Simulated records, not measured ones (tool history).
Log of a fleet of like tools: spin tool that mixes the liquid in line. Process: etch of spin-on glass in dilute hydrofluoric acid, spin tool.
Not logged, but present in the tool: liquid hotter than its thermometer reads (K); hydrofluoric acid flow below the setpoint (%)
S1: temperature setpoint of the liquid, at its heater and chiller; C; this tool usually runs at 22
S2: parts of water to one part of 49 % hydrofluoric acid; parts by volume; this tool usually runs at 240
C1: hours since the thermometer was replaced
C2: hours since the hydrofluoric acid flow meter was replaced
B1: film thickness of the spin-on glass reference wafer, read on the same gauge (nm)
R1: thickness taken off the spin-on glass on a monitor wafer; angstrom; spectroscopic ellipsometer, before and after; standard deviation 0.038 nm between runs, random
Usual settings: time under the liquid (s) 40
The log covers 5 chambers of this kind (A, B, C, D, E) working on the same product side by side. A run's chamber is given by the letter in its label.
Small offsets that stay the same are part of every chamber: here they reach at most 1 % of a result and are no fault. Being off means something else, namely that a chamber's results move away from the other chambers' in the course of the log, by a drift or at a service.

Run 1B, hour 6.8: usual settings; C1 754.4; C2 135.9; B1 130. Result: R1 47.144 angstrom.
Run 2D, hour 10.5: usual settings; C1 914.6; C2 1784.6; B1 129.99. Result: R1 46.839 angstrom.
Run 3A, hour 15: usual settings; C1 874.2; C2 510.9; B1 129.99. Result: R1 45.441 angstrom.
Run 4E, hour 20.4: usual settings; C1 773.6; C2 404.3; B1 129.99. Result: R1 46.078 angstrom.
Run 5C, hour 26.9: usual settings but S2 290 parts by volume, time under the liquid (s) 25; C1 527.3; C2 239.2; B1 130.01. Result: R1 22.546 angstrom.
Run 6E, hour 32.2: usual settings but S2 290 parts by volume, time under the liquid (s) 25; C1 785.4; C2 416.1; B1 130.01. Result: R1 22.596 angstrom.
Run 7A, hour 36.8: usual settings but S2 290 parts by volume, time under the liquid (s) 25; C1 896; C2 532.7; B1 129.99. Result: R1 22.924 angstrom.
Run 8D, hour 42.4: usual settings but S2 290 parts by volume, time under the liquid (s) 25; C1 946.5; C2 1816.5; B1 130.02. Result: R1 22.945 angstrom.
Run 9C, hour 46.6: usual settings but S2 290 parts by volume, time under the liquid (s) 25; C1 547; C2 258.9; B1 130. Result: R1 22.788 angstrom.
Run 10B, hour 53.9: usual settings; C1 801.5; C2 183; B1 130.01. Result: R1 46.99 angstrom.
Run 11A, hour 58.5: usual settings; C1 917.7; C2 554.4; B1 130.01. Result: R1 45.82 angstrom.
Run 12E, hour 63.5: usual settings; C1 816.7; C2 447.4; B1 129.99. Result: R1 46.483 angstrom.
Run 13C, hour 69.6: usual settings; C1 570; C2 281.9; B1 130.02. Result: R1 46.354 angstrom.
Run 14B, hour 75.3: usual settings; C1 822.9; C2 204.4; B1 130. Result: R1 46.087 angstrom.
Run 15D, hour 80.7: usual settings but S2 130 parts by volume; C1 984.8; C2 1854.8; B1 129.99. Result: R1 96.762 angstrom.
Run 16A, hour 86.8: usual settings but S2 130 parts by volume; C1 946; C2 582.7; B1 129.99. Result: R1 94.908 angstrom.
At hour 91.2: chamber A: hydrofluoric acid flow meter replaced.
Run 17C, hour 91.7: usual settings but S2 130 parts by volume; C1 592.1; C2 304; B1 129.98. Result: R1 96.048 angstrom.
Run 18B, hour 98.2: usual settings but S2 130 parts by volume; C1 845.8; C2 227.3; B1 130.01. Result: R1 94.569 angstrom.
Run 19D, hour 103.7: usual settings but S2 130 parts by volume; C1 1007.8; C2 1877.8; B1 130.01. Result: R1 95.907 angstrom.
Run 20E, hour 109.7: usual settings but S1 24 C, time under the liquid (s) 25; C1 862.9; C2 493.6; B1 130. Result: R1 31.478 angstrom.
Run 21D, hour 114.1: usual settings but S1 24 C, time under the liquid (s) 25; C1 1018.2; C2 1888.2; B1 130.02. Result: R1 30.891 angstrom.
Run 22E, hour 121.3: usual settings but S1 24 C, time under the liquid (s) 25; C1 874.5; C2 505.2; B1 130.01. Result: R1 30.752 angstrom.
Run 23C, hour 125.6: usual settings but S1 24 C, time under the liquid (s) 25; C1 626; C2 337.9; B1 130. Result: R1 30.677 angstrom.
Run 24B, hour 132.1: usual settings but S1 24 C, time under the liquid (s) 25; C1 879.7; C2 261.2; B1 130.02. Result: R1 31.356 angstrom.
Run 25A, hour 138.5: usual settings; C1 997.7; C2 47.3; B1 130. Result: R1 46.257 angstrom.
Run 26D, hour 142.5: usual settings; C1 1046.6; C2 1916.6; B1 130. Result: R1 45.843 angstrom.
Run 27E, hour 146.9: usual settings but S1 20 C, S2 290 parts by volume; C1 900.1; C2 530.8; B1 129.99. Result: R1 34.061 angstrom.
At hour 152.4: chamber A: thermometer replaced.
Run 28A, hour 154: usual settings but S1 20 C, S2 290 parts by volume; C1 1.7; C2 62.8; B1 130. Result: R1 34.051 angstrom.
Run 29B, hour 158.7: usual settings but S1 20 C, S2 290 parts by volume; C1 906.3; C2 287.8; B1 130.01. Result: R1 34.388 angstrom.
Run 30C, hour 164.6: usual settings but S1 20 C, S2 290 parts by volume; C1 665; C2 376.9; B1 130.01. Result: R1 33.458 angstrom.
Run 31A, hour 168.9: usual settings but S1 20 C, S2 290 parts by volume; C1 16.6; C2 77.7; B1 129.99. Result: R1 34.141 angstrom.
Run 32E, hour 174.7: usual settings; C1 927.9; C2 558.6; B1 129.98. Result: R1 46.568 angstrom.
Run 33D, hour 179.1: usual settings; C1 1083.2; C2 1953.2; B1 129.98. Result: R1 46.645 angstrom.
Run 34C, hour 182.7: usual settings; C1 683.1; C2 395; B1 130.01. Result: R1 47.054 angstrom.
Run 35B, hour 186.7: usual settings; C1 934.3; C2 315.8; B1 130.02. Result: R1 46.306 angstrom.

One chamber off, gauge drift, or nothing amiss beyond the chambers' own small offsets? If it is a chamber, which one, and what is the likeliest cause?

The fleet is healthy, with each chamber sitting at its usual small offset and no drift in the gauge.
